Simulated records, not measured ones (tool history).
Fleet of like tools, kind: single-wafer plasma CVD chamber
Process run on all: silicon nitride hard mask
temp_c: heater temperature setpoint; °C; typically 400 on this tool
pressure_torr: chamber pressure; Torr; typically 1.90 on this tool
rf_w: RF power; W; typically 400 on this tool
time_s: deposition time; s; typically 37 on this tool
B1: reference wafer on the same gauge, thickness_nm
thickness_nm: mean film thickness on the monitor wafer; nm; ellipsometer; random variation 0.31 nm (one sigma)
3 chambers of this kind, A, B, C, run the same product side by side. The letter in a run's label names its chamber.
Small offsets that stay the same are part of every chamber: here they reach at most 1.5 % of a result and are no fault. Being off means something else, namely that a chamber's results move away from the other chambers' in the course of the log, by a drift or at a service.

Run 1B, hour 2.8: usual settings; B1 61.023. Result: thickness_nm 53.435 nm.
Run 2C, hour 5.8: usual settings; B1 61.060. Result: thickness_nm 53.968 nm.
Run 3A, hour 9.7: usual settings; B1 60.901. Result: thickness_nm 53.956 nm.
Run 4A, hour 11.8: usual settings; B1 60.952. Result: thickness_nm 54.243 nm.
Run 5B, hour 15.4: usual settings; B1 61.103. Result: thickness_nm 53.222 nm.
Run 6C, hour 18.7: usual settings; B1 61.056. Result: thickness_nm 53.854 nm.
Run 7A, hour 21.5: usual settings but pressure_torr 2.32 Torr, rf_w 435 W; B1 61.016. Result: thickness_nm 60.492 nm.
Run 8B, hour 23.9: usual settings but pressure_torr 2.32 Torr, rf_w 435 W; B1 61.068. Result: thickness_nm 59.595 nm.
Run 9C, hour 26.1: usual settings but pressure_torr 2.32 Torr, rf_w 435 W; B1 60.996. Result: thickness_nm 59.582 nm.
Run 10B, hour 30.4: usual settings; B1 60.947. Result: thickness_nm 53.532 nm.
Run 11A, hour 34.3: usual settings; B1 60.962. Result: thickness_nm 54.350 nm.
Run 12C, hour 37.7: usual settings; B1 61.053. Result: thickness_nm 53.801 nm.
Run 13C, hour 41.8: usual settings; B1 60.993. Result: thickness_nm 54.113 nm.
Run 14B, hour 44.5: usual settings but temp_c 412 °C; B1 60.985. Result: thickness_nm 53.037 nm.
Run 15A, hour 47.9: usual settings but temp_c 412 °C; B1 61.012. Result: thickness_nm 54.155 nm.
Run 16C, hour 51.3: usual settings but temp_c 412 °C; B1 60.898. Result: thickness_nm 53.326 nm.
Run 17A, hour 55.5: usual settings but pressure_torr 2.11 Torr; B1 61.077. Result: thickness_nm 55.857 nm.
Run 18B, hour 58.4: usual settings but pressure_torr 2.11 Torr; B1 60.965. Result: thickness_nm 55.167 nm.
Run 19A, hour 61.3: usual settings but pressure_torr 2.11 Torr; B1 60.922. Result: thickness_nm 56.004 nm.
At hour 62.8: chamber C: capacitance manometer re-zeroed and calibrated.
Run 20C, hour 65.2: usual settings; B1 61.035. Result: thickness_nm 53.613 nm.
Run 21B, hour 67.0: usual settings; B1 60.927. Result: thickness_nm 53.529 nm.
Run 22B, hour 70.9: usual settings; B1 60.978. Result: thickness_nm 53.206 nm.
Run 23A, hour 75.1: usual settings; B1 60.916. Result: thickness_nm 54.828 nm.
Run 24C, hour 77.0: usual settings; B1 60.930. Result: thickness_nm 53.550 nm.
Run 25A, hour 79.9: usual settings; B1 61.070. Result: thickness_nm 54.762 nm.
Run 26C, hour 82.0: usual settings; B1 61.016. Result: thickness_nm 53.261 nm.
Run 27B, hour 84.9: usual settings; B1 60.957. Result: thickness_nm 53.422 nm.
Run 28B, hour 87.9: usual settings but temp_c 390 °C; B1 60.990. Result: thickness_nm 53.273 nm.
Run 29A, hour 91.6: usual settings but temp_c 390 °C; B1 60.969. Result: thickness_nm 54.387 nm.
Run 30C, hour 93.7: usual settings but temp_c 390 °C; B1 61.005. Result: thickness_nm 54.431 nm.
Run 31C, hour 97.9: usual settings; B1 61.034. Result: thickness_nm 53.916 nm.

All 3 chambers run these settings next. Forecast each chamber's results:
Run 32A, hour 101.0: usual settings. Result: thickness_nm ?.
Run 32B, hour 101.0: usual settings. Result: thickness_nm ?.
Run 32C, hour 101.0: usual settings. Result: thickness_nm ?.

run  thickness_nm
32A        54.479
32B        53.376
32C        53.613
